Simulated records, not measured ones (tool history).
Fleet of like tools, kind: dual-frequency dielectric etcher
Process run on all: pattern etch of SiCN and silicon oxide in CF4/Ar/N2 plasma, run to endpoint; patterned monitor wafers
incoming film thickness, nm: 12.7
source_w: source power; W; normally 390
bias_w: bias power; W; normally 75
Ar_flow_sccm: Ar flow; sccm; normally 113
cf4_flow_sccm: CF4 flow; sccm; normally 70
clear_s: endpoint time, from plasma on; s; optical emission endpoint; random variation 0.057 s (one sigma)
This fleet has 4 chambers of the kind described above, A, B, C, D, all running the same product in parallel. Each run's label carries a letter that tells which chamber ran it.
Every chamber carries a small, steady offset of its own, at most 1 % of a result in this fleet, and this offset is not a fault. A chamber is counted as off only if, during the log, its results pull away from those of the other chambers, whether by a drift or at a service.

run	hour	source_w	bias_w	Ar_flow_sccm	cf4_flow_sccm	hours since the last wet clean	hours since the last source power generator calibration	hours since the last bias power generator calibration	hours since the last Ar flow controller change	hours since the last CF4 flow controller change	clear_s
# hour 2.0: chamber B: wet clean of the chamber
1B	3.4	390	75	113	70	1.4	3074.4	363.5	5345.9	1840.9	16.738
2A	8.5	390	75	113	70	423.2	1273.7	236.2	1416.9	1083.0	16.761
3C	13.2	390	75	113	70	279.0	1652.7	1243.4	3432.3	2161.7	16.849
4D	18.6	390	75	113	70	278.4	1916.6	2923.7	2408.3	1774.6	16.649
5A	22.6	390	88	113	63	437.3	1287.8	250.3	1431.0	1097.1	16.050
6B	26.0	390	88	113	63	24.0	3097.0	386.1	5368.5	1863.5	16.141
7D	31.2	390	88	113	63	291.0	1929.2	2936.3	2420.9	1787.2	15.994
8C	36.4	390	88	113	63	302.2	1675.9	1266.6	3455.5	2184.9	16.221
9A	39.0	390	75	113	70	453.7	1304.2	266.7	1447.4	1113.5	16.747
10B	43.6	390	75	113	70	41.6	3114.6	403.7	5386.1	1881.1	16.785
11C	47.4	390	75	113	70	313.2	1686.9	1277.6	3466.5	2195.9	16.799
12D	51.9	390	75	113	70	311.7	1949.9	2957.0	2441.6	1807.9	16.636
13B	56.3	390	75	113	70	54.3	3127.3	416.4	5398.8	1893.8	16.826
# hour 57.0: chamber C: wet clean of the chamber
14D	60.7	390	75	113	70	320.5	1958.7	2965.8	2450.4	1816.7	16.821
# hour 63.9: chamber D: Ar flow controller replaced
15A	65.2	390	75	113	70	479.9	1330.4	292.9	1473.6	1139.7	16.830
# hour 69.2: chamber A: wet clean of the chamber
16C	69.7	390	75	113	70	12.8	1709.2	1299.9	3488.8	2218.2	17.453
17D	73.8	390	75	113	70	333.6	1971.8	2978.9	9.9	1829.8	16.756
18B	79.4	390	75	113	70	77.4	3150.4	439.5	5421.9	1916.9	16.755
19A	84.5	390	75	104	70	15.4	1349.7	312.2	1492.9	1159.0	16.479
20C	89.6	390	75	104	70	32.7	1729.1	1319.8	3508.7	2238.1	17.149
21D	92.3	390	75	104	70	352.1	1990.3	2997.4	28.4	1848.3	16.516
22A	96.0	390	75	104	70	26.9	1361.2	323.7	1504.4	1170.5	16.555
23C	99.5	390	75	113	70	42.6	1739.0	1329.7	3518.6	2248.0	17.440
24B	104.2	390	75	113	70	102.2	3175.2	464.3	5446.7	1941.7	16.907
25C	107.4	390	75	113	70	50.5	1746.9	1337.6	3526.5	2255.9	17.360
26A	112.6	390	75	113	70	43.5	1377.8	340.3	1521.0	1187.1	16.760

Which is it: a chamber that has drifted or been left off by a service, a gauge drift common to all chambers, or only each chamber's usual small offset? If a chamber is off, name it and its likeliest cause.

After it was serviced, chamber C no longer matches the other chambers.
Likeliest cause: etch rate under this chamber's usual, % = 2.65.

Which of the 4 candidates below, each the usual settings with something changed and its results left as question marks, puts chamber C back in line with what the other chambers give on the usual settings?
To be in line, a result may differ from the other chambers' mean on the usual settings by at most: clear_s 0.200 s
27C-1	116.6	390	75	100	78						?
27C-2	116.6	390	85	107	74						?
27C-3	116.6	390	63	113	70						?
27C-4	116.6	390	68	113	70						?

On the usual settings, the other chambers give on average: clear_s 16.769 s
run	clear_s
27C-1	16.777
27C-2	16.350
27C-3	18.407
27C-4	17.941
It is 27C-1 that realigns the chamber with its peers.

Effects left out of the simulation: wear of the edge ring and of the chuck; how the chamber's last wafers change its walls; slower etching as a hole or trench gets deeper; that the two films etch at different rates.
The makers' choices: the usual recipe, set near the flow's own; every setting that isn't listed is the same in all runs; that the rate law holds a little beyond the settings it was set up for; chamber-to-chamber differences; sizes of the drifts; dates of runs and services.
